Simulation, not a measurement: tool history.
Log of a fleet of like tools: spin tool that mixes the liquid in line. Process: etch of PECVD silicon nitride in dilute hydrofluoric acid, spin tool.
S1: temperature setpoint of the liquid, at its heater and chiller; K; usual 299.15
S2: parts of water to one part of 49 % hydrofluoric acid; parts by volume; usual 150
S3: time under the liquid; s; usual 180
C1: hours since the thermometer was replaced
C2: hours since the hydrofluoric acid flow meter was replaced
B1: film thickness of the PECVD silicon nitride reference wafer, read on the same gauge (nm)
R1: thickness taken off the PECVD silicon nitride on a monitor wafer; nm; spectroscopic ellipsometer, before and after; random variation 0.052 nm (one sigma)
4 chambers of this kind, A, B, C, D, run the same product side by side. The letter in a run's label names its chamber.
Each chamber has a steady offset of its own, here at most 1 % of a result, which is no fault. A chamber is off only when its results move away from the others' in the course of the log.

run   hour      S1   S2   S3      C1      C2      B1      R1
 1C    4.4  299.15  150  180    1068   693.6  29.999  7.8051
 2D   10.9  299.15  150  180   438.2     418  29.997  7.7277
 3A     17  299.15  150  180  1391.7   680.2  29.988   7.724
 4B   26.4  299.15  150  180  1389.8  1948.3  29.997  7.8158
 5D   32.9  299.15  150  180   460.2     440  30.009  7.7587
 6C   39.3  299.15  150  180  1102.9   728.5  30.005  7.8091
 7B   47.5  299.15  150  180  1410.9  1969.4  29.989  7.8443
 8A   56.7  299.15  150  180  1431.4   719.9  30.005  7.7318
 9A   65.7  299.15  150  180  1440.4   728.9  29.999  7.7706
10B     71  299.15  105  180  1434.4  1992.9  29.999  11.074
11D   76.9  299.15  105  180   504.2     484  29.988   11.11
12C   86.5  299.15  105  180  1150.1   775.7      30  11.203
13C   94.6  299.15  105  180  1158.2   783.8  30.004  11.166
14D   99.8  299.15  150  180   527.1   506.9  29.981  7.8391
15A  107.5  299.15  150  180  1482.2   770.7  30.005  7.7111
16B    112  299.15  150  180  1475.4  2033.9  30.012  7.9066
17D  119.1  299.15  150  180   546.4   526.2   29.98  7.7091
18B    127  299.15  150  180  1490.4  2048.9  29.999  7.7664
19A  133.5  299.15  150  180  1508.2   796.7  29.987  7.7895
20C  140.3  299.15  150  180  1203.9   829.5  30.017  8.1237
21A  148.2  299.15  200  180  1522.9   811.4  29.998  5.7274
22D  152.6  299.15  200  180   579.9   559.7   29.97   5.805
23C  161.6  299.15  200  180  1225.2   850.8  30.007  6.2009
       166  -- chamber D: hydrofluoric acid flow meter replaced
24B  166.9  299.15  200  180  1530.3  2088.8  30.011  5.8642
25B    172  299.15  150  180  1535.4  2093.9  30.011  7.8001
26A  180.5  299.15  150  180  1555.2   843.7  30.019  7.6832
27D  186.3  299.15  150  180   613.6    20.4  30.013  7.8393
28C  194.4  299.15  150  180    1258   883.6  29.979  8.4545
29C  199.6  299.15  150  180  1263.2   888.8   29.99   8.438
30B  204.7  299.15  150  180  1568.1  2126.6  30.012  7.7698
     207.1  -- chamber A: hydrofluoric acid flow meter replaced
31A  213.1  299.15  150  180  1587.8     6.1  29.983  7.7294
32D  217.7  299.15  150  180     645    51.8   30.01  7.6985

What goes on in this fleet: one chamber off, a drifting gauge, or nothing beyond the chambers' own small offsets? Name the chamber and the cause, if any.

Chamber C drifts away from the others.
Cause: hydrofluoric acid flow above the setpoint (%) = 9.85.
The log may not tell that from: liquid hotter than its thermometer reads (K).

Here are 4 candidates for chamber C's next run, each the usual settings with a change, their results left as question marks. Which one brings its results back in line with what the others give on the usual settings?
In line means no further than this from the other chambers' mean on the usual settings: R1 0.18 nm
33C-1  224.6  299.15  165  180               ?
33C-2  224.6  299.65  140  200               ?
33C-3  224.6  299.15  185  180               ?
33C-4  224.6  300.65  150  180               ?

The other chambers' mean on the usual settings: R1 7.7749 nm
  run      R1
33C-1   7.825
33C-2  10.548
33C-3  6.9907
33C-4   9.456
33C-1 brings the chamber back in line.

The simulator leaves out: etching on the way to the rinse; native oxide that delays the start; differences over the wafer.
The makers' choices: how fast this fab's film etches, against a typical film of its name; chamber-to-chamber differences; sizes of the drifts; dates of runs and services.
